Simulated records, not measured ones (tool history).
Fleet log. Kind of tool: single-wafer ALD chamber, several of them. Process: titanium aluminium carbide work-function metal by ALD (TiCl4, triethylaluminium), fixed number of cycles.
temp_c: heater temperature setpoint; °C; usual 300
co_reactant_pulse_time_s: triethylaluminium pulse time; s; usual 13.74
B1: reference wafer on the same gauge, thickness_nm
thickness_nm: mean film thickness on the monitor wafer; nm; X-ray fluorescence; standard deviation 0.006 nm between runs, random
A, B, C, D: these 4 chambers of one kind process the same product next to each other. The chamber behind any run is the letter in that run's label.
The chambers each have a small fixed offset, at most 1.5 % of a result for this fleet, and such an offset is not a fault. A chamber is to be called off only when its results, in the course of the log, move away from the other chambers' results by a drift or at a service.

run 1B hour=8.7 | temp_c=300 co_reactant_pulse_time_s=13.74 | B1=2.2995 | thickness_nm=2.0273
run 2A hour=15 | temp_c=300 co_reactant_pulse_time_s=13.74 | B1=2.3019 | thickness_nm=2.0136
run 3C hour=23.1 | temp_c=300 co_reactant_pulse_time_s=13.74 | B1=2.299 | thickness_nm=2.0534
run 4D hour=28.7 | temp_c=300 co_reactant_pulse_time_s=13.74 | B1=2.3001 | thickness_nm=2.0472
run 5D hour=33.7 | temp_c=294 co_reactant_pulse_time_s=10.74 | B1=2.3006 | thickness_nm=1.9671
run 6A hour=38.6 | temp_c=294 co_reactant_pulse_time_s=10.74 | B1=2.301 | thickness_nm=1.9264
run 7C hour=43 | temp_c=294 co_reactant_pulse_time_s=10.74 | B1=2.2983 | thickness_nm=1.9707
run 8B hour=51.1 | temp_c=294 co_reactant_pulse_time_s=10.74 | B1=2.2989 | thickness_nm=1.9466
run 9C hour=57.1 | temp_c=300 co_reactant_pulse_time_s=13.74 | B1=2.3029 | thickness_nm=2.0573
run 10B hour=65.5 | temp_c=300 co_reactant_pulse_time_s=13.74 | B1=2.3008 | thickness_nm=2.0188
run 11D hour=70.5 | temp_c=306 co_reactant_pulse_time_s=13.74 | B1=2.3008 | thickness_nm=2.1079
run 12A hour=77.2 | temp_c=306 co_reactant_pulse_time_s=13.74 | B1=2.2995 | thickness_nm=2.08
run 13C hour=84.4 | temp_c=306 co_reactant_pulse_time_s=13.74 | B1=2.298 | thickness_nm=2.0942
run 14D hour=89 | temp_c=306 co_reactant_pulse_time_s=13.74 | B1=2.3 | thickness_nm=2.1059
run 15B hour=96.1 | temp_c=300 co_reactant_pulse_time_s=8.62 | B1=2.3005 | thickness_nm=1.9351
run 16A hour=103.8 | temp_c=300 co_reactant_pulse_time_s=8.62 | B1=2.2996 | thickness_nm=1.9345
run 17D hour=111.5 | temp_c=300 co_reactant_pulse_time_s=8.62 | B1=2.2997 | thickness_nm=1.9653
run 18A hour=119.8 | temp_c=300 co_reactant_pulse_time_s=8.62 | B1=2.3001 | thickness_nm=1.9262
run 19B hour=127.1 | temp_c=300 co_reactant_pulse_time_s=13.74 | B1=2.3012 | thickness_nm=2.0327
run 20C hour=133.5 | temp_c=300 co_reactant_pulse_time_s=13.74 | B1=2.2983 | thickness_nm=2.0358
run 21D hour=139.7 | temp_c=300 co_reactant_pulse_time_s=13.74 | B1=2.2984 | thickness_nm=2.0448
-- hour=144.4 chamber A: thermocouple changed; heater temperature recalibrated
run 22B hour=145.2 | temp_c=300 co_reactant_pulse_time_s=13.74 | B1=2.2991 | thickness_nm=2.0259
run 23A hour=153.2 | temp_c=300 co_reactant_pulse_time_s=13.74 | B1=2.2995 | thickness_nm=2.0204
run 24C hour=160.9 | temp_c=300 co_reactant_pulse_time_s=13.74 | B1=2.2984 | thickness_nm=2.0321
run 25C hour=167 | temp_c=300 co_reactant_pulse_time_s=13.74 | B1=2.301 | thickness_nm=2.0266
run 26B hour=171.5 | temp_c=300 co_reactant_pulse_time_s=13.74 | B1=2.3017 | thickness_nm=2.0318
run 27A hour=179.1 | temp_c=300 co_reactant_pulse_time_s=18.88 | B1=2.3022 | thickness_nm=2.0328
run 28D hour=186.9 | temp_c=300 co_reactant_pulse_time_s=18.88 | B1=2.3022 | thickness_nm=2.0603
run 29A hour=195.4 | temp_c=300 co_reactant_pulse_time_s=18.88 | B1=2.3004 | thickness_nm=2.0364
run 30B hour=200 | temp_c=300 co_reactant_pulse_time_s=18.88 | B1=2.2988 | thickness_nm=2.0419
run 31D hour=207.3 | temp_c=300 co_reactant_pulse_time_s=13.74 | B1=2.2984 | thickness_nm=2.059

What goes on in this fleet: one chamber off, a drifting gauge, or nothing beyond the chambers' own small offsets? Name the chamber and the cause, if any.

It is chamber C that slowly wanders off from its peers.
Cause: triethylaluminium dose below that of a fresh bottle (%) = 30.4.
The log might look much the same if the cause were instead: wafer temperature below the value expected at the setpoint (K).

Which of the 4 candidates below, each the usual settings with something changed and its results left as question marks, puts chamber C back in line with what the other chambers give on the usual settings?
Maximum distance from the other chambers' mean on the usual settings for a result to count as in line: thickness_nm 0.021 nm
run 32C-1 hour=213.8 | temp_c=302 co_reactant_pulse_time_s=14.36 | thickness_nm=?
run 32C-2 hour=213.8 | temp_c=292 co_reactant_pulse_time_s=13.74 | thickness_nm=?
run 32C-3 hour=213.8 | temp_c=300 co_reactant_pulse_time_s=20.98 | thickness_nm=?
run 32C-4 hour=213.8 | temp_c=298 co_reactant_pulse_time_s=13.12 | thickness_nm=?

On the usual settings, the other chambers give on average: thickness_nm 2.0322 nm
run=32C-1 thickness_nm=2.0291
run=32C-2 thickness_nm=1.9325
run=32C-3 thickness_nm=2.0622
run=32C-4 thickness_nm=1.9727
32C-1 puts the chamber back in line with the other chambers.

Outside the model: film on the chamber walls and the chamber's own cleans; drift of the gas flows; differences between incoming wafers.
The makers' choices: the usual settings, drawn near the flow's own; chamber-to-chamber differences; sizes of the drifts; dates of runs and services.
